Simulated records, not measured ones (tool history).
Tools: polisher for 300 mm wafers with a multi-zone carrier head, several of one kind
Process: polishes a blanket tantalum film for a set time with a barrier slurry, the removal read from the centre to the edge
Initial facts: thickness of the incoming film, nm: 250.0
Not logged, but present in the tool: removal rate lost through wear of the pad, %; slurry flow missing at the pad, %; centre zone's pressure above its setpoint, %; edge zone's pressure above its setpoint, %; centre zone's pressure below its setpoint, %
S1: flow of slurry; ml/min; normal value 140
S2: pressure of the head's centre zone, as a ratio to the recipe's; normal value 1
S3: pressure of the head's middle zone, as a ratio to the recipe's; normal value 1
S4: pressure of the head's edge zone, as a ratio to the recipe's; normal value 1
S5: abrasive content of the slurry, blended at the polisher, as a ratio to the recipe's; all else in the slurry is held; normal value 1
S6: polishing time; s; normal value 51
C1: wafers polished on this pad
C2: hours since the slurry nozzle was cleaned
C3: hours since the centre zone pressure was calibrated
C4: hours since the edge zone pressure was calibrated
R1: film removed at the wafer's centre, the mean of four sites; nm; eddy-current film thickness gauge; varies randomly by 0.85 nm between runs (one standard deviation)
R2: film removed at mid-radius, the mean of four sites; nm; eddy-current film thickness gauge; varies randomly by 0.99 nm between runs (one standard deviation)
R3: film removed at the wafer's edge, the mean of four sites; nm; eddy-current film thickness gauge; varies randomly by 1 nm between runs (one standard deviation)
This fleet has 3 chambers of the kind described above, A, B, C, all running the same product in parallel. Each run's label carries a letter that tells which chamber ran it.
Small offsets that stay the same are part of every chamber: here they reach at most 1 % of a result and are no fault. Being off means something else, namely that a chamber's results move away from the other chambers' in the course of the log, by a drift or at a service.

-- hour=1.3 chamber A: worn pad replaced by a new one
run 1C hour=8.1 | S1=140 S2=1 S3=1 S4=1 S5=1 S6=51 | C1=595 C2=170.2 C3=741.5 C4=871 | R1=78.423 R2=78.451 R3=78.314
run 2B hour=18.4 | S1=140 S2=1 S3=1 S4=1 S5=1 S6=51 | C1=358 C2=160.4 C3=310.8 C4=74.5 | R1=77.818 R2=77.758 R3=78.104
run 3A hour=29.9 | S1=140 S2=1 S3=1 S4=1 S5=1 S6=51 | C1=273 C2=735.8 C3=210 C4=248.1 | R1=78.672 R2=77.791 R3=78.272
run 4A hour=37.4 | S1=140 S2=1 S3=1 S4=1 S5=1 S6=51 | C1=345 C2=743.3 C3=217.5 C4=255.6 | R1=78.881 R2=76.803 R3=80.221
-- hour=46.4 chamber C: worn pad replaced by a new one
run 5C hour=49.1 | S1=100 S2=1 S3=1 S4=1 S5=1 S6=51 | C1=26 C2=211.2 C3=782.5 C4=912 | R1=70.937 R2=72.304 R3=75.114
run 6B hour=57.3 | S1=100 S2=1 S3=1 S4=1 S5=1 S6=51 | C1=729 C2=199.3 C3=349.7 C4=113.4 | R1=72.628 R2=71.226 R3=73.293
-- hour=60.5 chamber C: centre zone pressure recalibrated
-- hour=66.9 chamber B: worn pad replaced by a new one
run 7A hour=69.5 | S1=100 S2=1 S3=1 S4=1 S5=1 S6=51 | C1=652 C2=775.4 C3=249.6 C4=287.7 | R1=72.268 R2=71.58 R3=75.734
-- hour=71.3 chamber A: slurry nozzle cleaned
run 8C hour=80.7 | S1=140 S2=1 S3=1 S4=1 S5=1 S6=51 | C1=328 C2=242.8 C3=20.2 C4=943.6 | R1=78.167 R2=79.488 R3=78.941
-- hour=86.7 chamber A: worn pad replaced by a new one
run 9B hour=89.7 | S1=140 S2=1 S3=1 S4=1 S5=1 S6=51 | C1=218 C2=231.7 C3=382.1 C4=145.8 | R1=77.471 R2=76.052 R3=77.591
-- hour=94 chamber B: slurry nozzle cleaned
run 10C hour=96 | S1=140 S2=1 S3=1 S4=1 S5=1 S6=51 | C1=474 C2=258.1 C3=35.5 C4=958.9 | R1=77.813 R2=77.759 R3=77.954
run 11B hour=104.8 | S1=140 S2=1 S3=1 S4=1 S5=1 S6=51 | C1=362 C2=10.8 C3=397.2 C4=160.9 | R1=77.128 R2=77.015 R3=75.312
run 12A hour=113.4 | S1=140 S2=1 S3=1 S4=1 S5=0.9 S6=51 | C1=255 C2=42.1 C3=293.5 C4=331.6 | R1=76.624 R2=75.021 R3=76.159
run 13A hour=120.6 | S1=140 S2=1 S3=1 S4=1 S5=0.9 S6=51 | C1=324 C2=49.3 C3=300.7 C4=338.8 | R1=77.091 R2=75.055 R3=75.83
run 14B hour=133.3 | S1=140 S2=1 S3=1 S4=1 S5=0.9 S6=51 | C1=635 C2=39.3 C3=425.7 C4=189.4 | R1=73.271 R2=74.31 R3=76.815
-- hour=135.5 chamber A: edge zone pressure recalibrated
run 15C hour=142.1 | S1=140 S2=1 S3=1 S4=1 S5=1 S6=51 | C1=914 C2=304.2 C3=81.6 C4=1005 | R1=79.075 R2=78.988 R3=78.921
-- hour=151.3 chamber B: worn pad replaced by a new one
run 16C hour=152.6 | S1=140 S2=1 S3=1.05 S4=1 S5=1 S6=51 | C1=1015 C2=314.7 C3=92.1 C4=1015.5 | R1=79.053 R2=85.236 R3=79.021
run 17B hour=164.3 | S1=140 S2=1 S3=1.05 S4=1 S5=1 S6=51 | C1=124 C2=70.3 C3=456.7 C4=220.4 | R1=76.53 R2=80.9 R3=78.008
-- hour=172.7 chamber A: worn pad replaced by a new one
-- hour=173.9 chamber C: worn pad replaced by a new one
run 18A hour=175.4 | S1=140 S2=1 S3=1.05 S4=1 S5=1 S6=51 | C1=26 C2=104.1 C3=355.5 C4=39.9 | R1=78.05 R2=80.13 R3=78.388
run 19A hour=183 | S1=140 S2=1 S3=1 S4=1 S5=1 S6=51 | C1=98 C2=111.7 C3=363.1 C4=47.5 | R1=78.551 R2=78.285 R3=79.775
run 20B hour=191.5 | S1=140 S2=1 S3=1 S4=1 S5=1 S6=51 | C1=384 C2=97.5 C3=483.9 C4=247.6 | R1=75.089 R2=77.56 R3=78.417
run 21C hour=200.4 | S1=140 S2=1 S3=1 S4=1 S5=1 S6=51 | C1=253 C2=362.5 C3=139.9 C4=1063.3 | R1=76.284 R2=78.518 R3=78.537
run 22B hour=214.4 | S1=140 S2=1 S3=1 S4=1 S5=1 S6=51 | C1=603 C2=120.4 C3=506.8 C4=270.5 | R1=76.007 R2=76.782 R3=77.871
-- hour=222.7 chamber A: centre zone pressure recalibrated
run 23A hour=227.8 | S1=140 S2=1 S3=1 S4=1 S5=1 S6=51 | C1=527 C2=156.5 C3=5.1 C4=92.3 | R1=79.639 R2=76.506 R3=76.753
-- hour=234.6 chamber B: worn pad replaced by a new one
-- hour=238.4 chamber B: edge zone pressure recalibrated
run 24C hour=240.3 | S1=140 S2=1 S3=1 S4=1 S5=1 S6=51 | C1=635 C2=402.4 C3=179.8 C4=1103.2 | R1=77.297 R2=78.954 R3=78.998
-- hour=249.8 chamber A: worn pad replaced by a new one
run 25C hour=253.5 | S1=140 S2=1 S3=1 S4=1 S5=0.75 S6=51 | C1=761 C2=415.6 C3=193 C4=1116.4 | R1=70.289 R2=70.886 R3=70.825
run 26B hour=266.2 | S1=140 S2=1 S3=1 S4=1 S5=0.75 S6=51 | C1=302 C2=172.2 C3=558.6 C4=27.9 | R1=66.985 R2=69.32 R3=68.588
run 27A hour=275.7 | S1=140 S2=1 S3=1 S4=1 S5=0.75 S6=51 | C1=248 C2=204.4 C3=53 C4=140.2 | R1=72.451 R2=70.113 R3=70.023
run 28B hour=282.5 | S1=175 S2=1 S3=1 S4=1 S5=1 S6=36 | C1=458 C2=188.5 C3=574.9 C4=44.2 | R1=55.901 R2=56.737 R3=55.468
run 29C hour=291.1 | S1=175 S2=1 S3=1 S4=1 S5=1 S6=36 | C1=1120 C2=453.2 C3=230.6 C4=1154 | R1=57.443 R2=58.269 R3=57.024
-- hour=303.4 chamber C: worn pad replaced by a new one
run 30A hour=303.4 | S1=175 S2=1 S3=1 S4=1 S5=1 S6=36 | C1=512 C2=232.1 C3=80.7 C4=167.9 | R1=58.893 R2=57.196 R3=56.489
-- hour=303.8 chamber B: worn pad replaced by a new one
run 31C hour=316.4 | S1=140 S2=1 S3=1 S4=1 S5=1 S6=51 | C1=124 C2=478.5 C3=255.9 C4=1179.3 | R1=77.19 R2=76.901 R3=76.702
-- hour=323.1 chamber A: worn pad replaced by a new one
run 32B hour=325.5 | S1=140 S2=1 S3=1 S4=1 S5=1 S6=51 | C1=208 C2=231.5 C3=617.9 C4=87.2 | R1=73.167 R2=76.839 R3=77.211
run 33A hour=334.7 | S1=140 S2=1 S3=1 S4=1 S5=1 S6=51 | C1=111 C2=263.4 C3=112 C4=199.2 | R1=79.61 R2=78.534 R3=78.387
run 34A hour=343.6 | S1=140 S2=1 S3=1 S4=1 S5=1 S6=51 | C1=196 C2=272.3 C3=120.9 C4=208.1 | R1=79.108 R2=75.957 R3=78.32
-- hour=348.9 chamber B: slurry nozzle cleaned
run 35B hour=357.3 | S1=140 S2=1 S3=1 S4=1 S5=1 S6=51 | C1=511 C2=8.4 C3=649.7 C4=119 | R1=71.201 R2=78.005 R3=78.422
-- hour=357.8 chamber C: slurry nozzle cleaned
run 36C hour=369.3 | S1=140 S2=1 S3=1 S4=1 S5=1 S6=51 | C1=630 C2=11.5 C3=308.8 C4=1232.2 | R1=78.349 R2=78.441 R3=78.056
run 37A hour=379.9 | S1=140 S2=1 S3=1 S4=1 S5=1 S6=51 | C1=543 C2=308.6 C3=157.2 C4=244.4 | R1=78.731 R2=79.106 R3=77.389
-- hour=380 chamber B: worn pad replaced by a new one
run 38B hour=389.3 | S1=140 S2=1 S3=1 S4=1 S5=1 S6=51 | C1=89 C2=40.4 C3=681.7 C4=151 | R1=70.994 R2=77.118 R3=77.609

All 3 chambers run these settings next. Forecast each chamber's results:
run 39A hour=399.3 | S1=140 S2=1 S3=1 S4=0.95 S5=1 S6=51 | R1=? R2=? R3=?
run 39B hour=399.3 | S1=140 S2=1 S3=1 S4=0.95 S5=1 S6=51 | R1=? R2=? R3=?
run 39C hour=399.3 | S1=140 S2=1 S3=1 S4=0.95 S5=1 S6=51 | R1=? R2=? R3=?

run=39A R1=76.681 R2=77.538 R3=76.081
run=39B R1=71.654 R2=79.697 R3=74.388
run=39C R1=78.472 R2=78.596 R3=75.482
